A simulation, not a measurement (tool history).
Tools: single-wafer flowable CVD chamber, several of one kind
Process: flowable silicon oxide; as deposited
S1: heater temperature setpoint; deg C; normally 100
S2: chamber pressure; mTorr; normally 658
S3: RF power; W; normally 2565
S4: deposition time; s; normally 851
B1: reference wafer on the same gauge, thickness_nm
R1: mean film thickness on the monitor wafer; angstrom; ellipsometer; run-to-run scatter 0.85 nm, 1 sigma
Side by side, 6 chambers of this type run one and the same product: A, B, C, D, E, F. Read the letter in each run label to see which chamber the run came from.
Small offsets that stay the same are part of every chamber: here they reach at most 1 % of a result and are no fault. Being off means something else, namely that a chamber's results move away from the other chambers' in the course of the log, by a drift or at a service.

Run 1A, hour 9.3: usual settings; B1 453.03. Result: R1 4183.6 angstrom.
Run 2C, hour 22: usual settings; B1 453.2. Result: R1 4163.3 angstrom.
Run 3F, hour 29.7: usual settings; B1 453.27. Result: R1 4144.5 angstrom.
Run 4E, hour 42.2: usual settings; B1 452.99. Result: R1 4159.2 angstrom.
Run 5B, hour 52.3: usual settings; B1 452.97. Result: R1 4179.9 angstrom.
Run 6D, hour 64.7: usual settings; B1 453.13. Result: R1 4138.8 angstrom.
Run 7D, hour 73: usual settings but S1 86 deg C, S4 968 s; B1 453.03. Result: R1 7383.6 angstrom.
Run 8F, hour 85.3: usual settings but S1 86 deg C, S4 968 s; B1 453.19. Result: R1 7413.6 angstrom.
At hour 94.1: chamber F: thermocouple changed; heater temperature recalibrated.
Run 9A, hour 100: usual settings but S1 86 deg C, S4 968 s; B1 453. Result: R1 7442.8 angstrom.
Run 10B, hour 107.6: usual settings but S1 86 deg C, S4 968 s; B1 452.99. Result: R1 7389.2 angstrom.
Run 11C, hour 117: usual settings but S1 86 deg C, S4 968 s; B1 453.02. Result: R1 7385.2 angstrom.
Run 12E, hour 130: usual settings but S1 86 deg C, S4 968 s; B1 453.18. Result: R1 7427.3 angstrom.
Run 13C, hour 138.7: usual settings; B1 452.75. Result: R1 4157.9 angstrom.
Run 14A, hour 151.5: usual settings; B1 452.93. Result: R1 4184.9 angstrom.
Run 15B, hour 166.1: usual settings; B1 453.14. Result: R1 4170.6 angstrom.
Run 16F, hour 177: usual settings but S3 2410 W, S4 1015 s; B1 453.02. Result: R1 4903 angstrom.
Run 17D, hour 187.7: usual settings but S3 2410 W, S4 1015 s; B1 452.82. Result: R1 4935.3 angstrom.
Run 18E, hour 195.7: usual settings but S3 2410 W, S4 1015 s; B1 453.07. Result: R1 4920.2 angstrom.
At hour 202.2: chamber F: RF generator calibrated.
Run 19D, hour 206.4: usual settings but S3 2410 W, S4 1015 s; B1 452.74. Result: R1 4933.3 angstrom.
Run 20B, hour 220.5: usual settings but S3 2410 W, S4 1015 s; B1 452.84. Result: R1 4932.6 angstrom.
Run 21F, hour 228.5: usual settings but S3 2410 W, S4 1015 s; B1 453.08. Result: R1 4891.5 angstrom.
Run 22C, hour 241.2: usual settings; B1 452.73. Result: R1 4144.7 angstrom.
At hour 247.2: chamber A: RF generator calibrated.
Run 23A, hour 249.2: usual settings; B1 452.84. Result: R1 4172.5 angstrom.
Run 24E, hour 260.6: usual settings; B1 452.74. Result: R1 4159.2 angstrom.
Run 25F, hour 271: usual settings; B1 453.1. Result: R1 4143.7 angstrom.
Run 26B, hour 277.5: usual settings but S3 2100 W, S4 943 s; B1 452.97. Result: R1 4464.6 angstrom.
Run 27E, hour 284.7: usual settings but S3 2100 W, S4 943 s; B1 453.05. Result: R1 4457.9 angstrom.
At hour 289.2: chamber D: RF generator calibrated.
Run 28C, hour 297.1: usual settings but S3 2100 W, S4 943 s; B1 453.03. Result: R1 4467.2 angstrom.
Run 29A, hour 309.5: usual settings but S3 2100 W, S4 943 s; B1 452.94. Result: R1 4502.6 angstrom.
Run 30D, hour 322: usual settings but S3 2100 W, S4 943 s; B1 453.09. Result: R1 4529.2 angstrom.
Run 31B, hour 334.5: usual settings but S3 2100 W, S4 943 s; B1 453.1. Result: R1 4474.8 angstrom.
Run 32C, hour 349.6: usual settings; B1 453.14. Result: R1 4160.4 angstrom.
Run 33A, hour 363.9: usual settings; B1 452.89. Result: R1 4185.6 angstrom.
Run 34D, hour 374.9: usual settings but S4 686 s; B1 453.16. Result: R1 3406.2 angstrom.
Run 35F, hour 389.5: usual settings but S4 686 s; B1 453. Result: R1 3339.7 angstrom.
Run 36E, hour 398.1: usual settings but S4 686 s; B1 453.11. Result: R1 3369.2 angstrom.
Run 37B, hour 407: usual settings but S4 686 s; B1 453.09. Result: R1 3377.8 angstrom.
At hour 416.1: chamber E: thermocouple changed; heater temperature recalibrated.
Run 38E, hour 422: usual settings but S4 686 s; B1 452.64. Result: R1 3361.4 angstrom.
Run 39A, hour 429.8: usual settings but S4 686 s; B1 453.05. Result: R1 3383.9 angstrom.
Run 40F, hour 436.5: usual settings; B1 453.19. Result: R1 4153.8 angstrom.
Run 41D, hour 446.8: usual settings; B1 452.91. Result: R1 4242 angstrom.
Run 42C, hour 457.4: usual settings; B1 452.78. Result: R1 4160 angstrom.
Run 43F, hour 465.7: usual settings; B1 452.9. Result: R1 4152.1 angstrom.
Run 44B, hour 476: usual settings; B1 453.21. Result: R1 4185.1 angstrom.

Does one chamber stand apart from the rest, does the shared gauge drift, or is all well apart from small per-chamber offsets? Give the chamber and the most likely cause, where there is one.

One chamber, D, drifts off from the rest bit by bit.
Cause: true pressure above the setpoint (%) = 1.86.
From this log alone, it may not be told apart from: wafer temperature below the value expected at the setpoint (K).

Which of the 4 candidates below, each the usual settings with something changed and its results left as question marks, puts chamber D back in line with what the other chambers give on the usual settings?
Allowed miss from the other chambers' usual-settings mean, per result, to count as in line: R1 33 angstrom
Run 45D-1, hour 486.9: usual settings but S4 835 s. Result: R1 ?.
Run 45D-2, hour 486.9: usual settings but S2 657 mTorr. Result: R1 ?.
Run 45D-3, hour 486.9: usual settings but S2 660 mTorr. Result: R1 ?.
Run 45D-4, hour 486.9: usual settings but S3 3055 W. Result: R1 ?.

The other chambers' mean on the usual settings: R1 4164.6 angstrom
  run      R1
45D-1  4164.3
45D-2  4235.2
45D-3    4262
45D-4  4317.1
45D-1 puts the chamber back in line with the other chambers.
